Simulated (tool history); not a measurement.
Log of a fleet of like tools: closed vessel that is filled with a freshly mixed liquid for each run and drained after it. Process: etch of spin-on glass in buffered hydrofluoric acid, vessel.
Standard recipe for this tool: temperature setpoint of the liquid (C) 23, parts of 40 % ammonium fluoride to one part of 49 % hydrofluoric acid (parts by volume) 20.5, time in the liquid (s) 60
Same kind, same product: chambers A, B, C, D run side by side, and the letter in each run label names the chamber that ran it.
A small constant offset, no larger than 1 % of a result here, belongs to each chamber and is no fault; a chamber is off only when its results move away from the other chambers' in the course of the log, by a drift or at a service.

run	hour	temperature setpoint of the liquid (C)	parts of 40 % ammonium fluoride to one part of 49 % hydrofluoric acid (parts by volume)	time in the liquid (s)	read-back film thickness of the spin-on glass reference wafer, read on the same gauge (nm)	thickness taken off the spin-on glass on a monitor wafer (nm)
1C	7.5	23	20.5	60	130	114.31
2B	14.9	23	20.5	60	129.98	115.85
3D	21.8	23	20.5	60	130.01	115.3
4A	30.3	23	20.5	60	130	113.52
5D	42.5	23	20.5	60	130.01	113.21
6A	55.8	23	20.5	60	130	111.46
# hour 60.5: chamber A: thermometer replaced
7C	66.5	23	20.5	60	130.01	114.78
8B	74.5	23	20.5	60	129.99	115.03
9B	86.8	23	20.5	60	129.98	114.87
10A	96.3	23	20.5	60	130.01	112.63
11C	105.2	23	20.5	60	129.98	114.9
12D	120	23	20.5	60	129.98	112.8
13B	130.3	23	20.5	60	130	114.74
14C	139	23	20.5	60	130	113.23
15D	149.2	23	20.5	60	130.02	113.92
16A	159.1	23	20.5	60	129.98	114.82
17A	174.4	23	20.5	60	130.01	113.25
18C	181.5	23	20.5	60	130	112.42
19D	196.7	23	20.5	60	130	115.38
20B	211.8	23	20.5	60	129.99	112.13
21D	223.4	23	20.5	60	129.97	112.92
22C	234.2	23	20.5	60	130.02	114.29
23B	249	23	20.5	60	130	114.18
24A	256.9	23	20.5	60	130	116.91
25A	269.5	23	20.5	60	129.97	119.13
26B	283.9	23	20.5	60	130.03	113.76
27C	295.6	23	20.5	60	129.99	113.9
28D	304.4	23	20.5	60	130.01	112.26
29A	313.7	23	20.5	60	130.01	118.75
30B	324.4	23	20.5	60	130	114.3
31D	334.2	23	20.5	60	130.02	114.11

Is one chamber out of step, is the gauge drifting, or do the chambers differ by no more than their own small offsets? For an off chamber, give its letter and the likeliest cause.

Little by little, chamber A moves away from the other chambers.
Most likely cause: hydrofluoric acid flow above the setpoint (%) = 9.35.
From this log alone, it may not be told apart from: liquid hotter than its thermometer reads (K).

Here are 4 candidates for chamber A's next run, each the usual settings with a change, their results left as question marks. Which one brings its results back in line with what the others give on the usual settings?
Counts as in line when no further than this from what the other chambers average on the usual settings: thickness taken off the spin-on glass on a monitor wafer (nm) 4
32A-1	345.5	22	22.5	60		?
32A-2	345.5	23	19.5	65		?
32A-3	345.5	23	22	60		?
32A-4	345.5	23	20.5	65		?

Mean of the other chambers on the usual settings: thickness taken off the spin-on glass on a monitor wafer (nm) 114.16
run	thickness taken off the spin-on glass on a monitor wafer (nm)
32A-1	106.41
32A-2	139
32A-3	114.15
32A-4	132.33
32A-3 is the one that brings the chamber's results back in line with the other chambers.
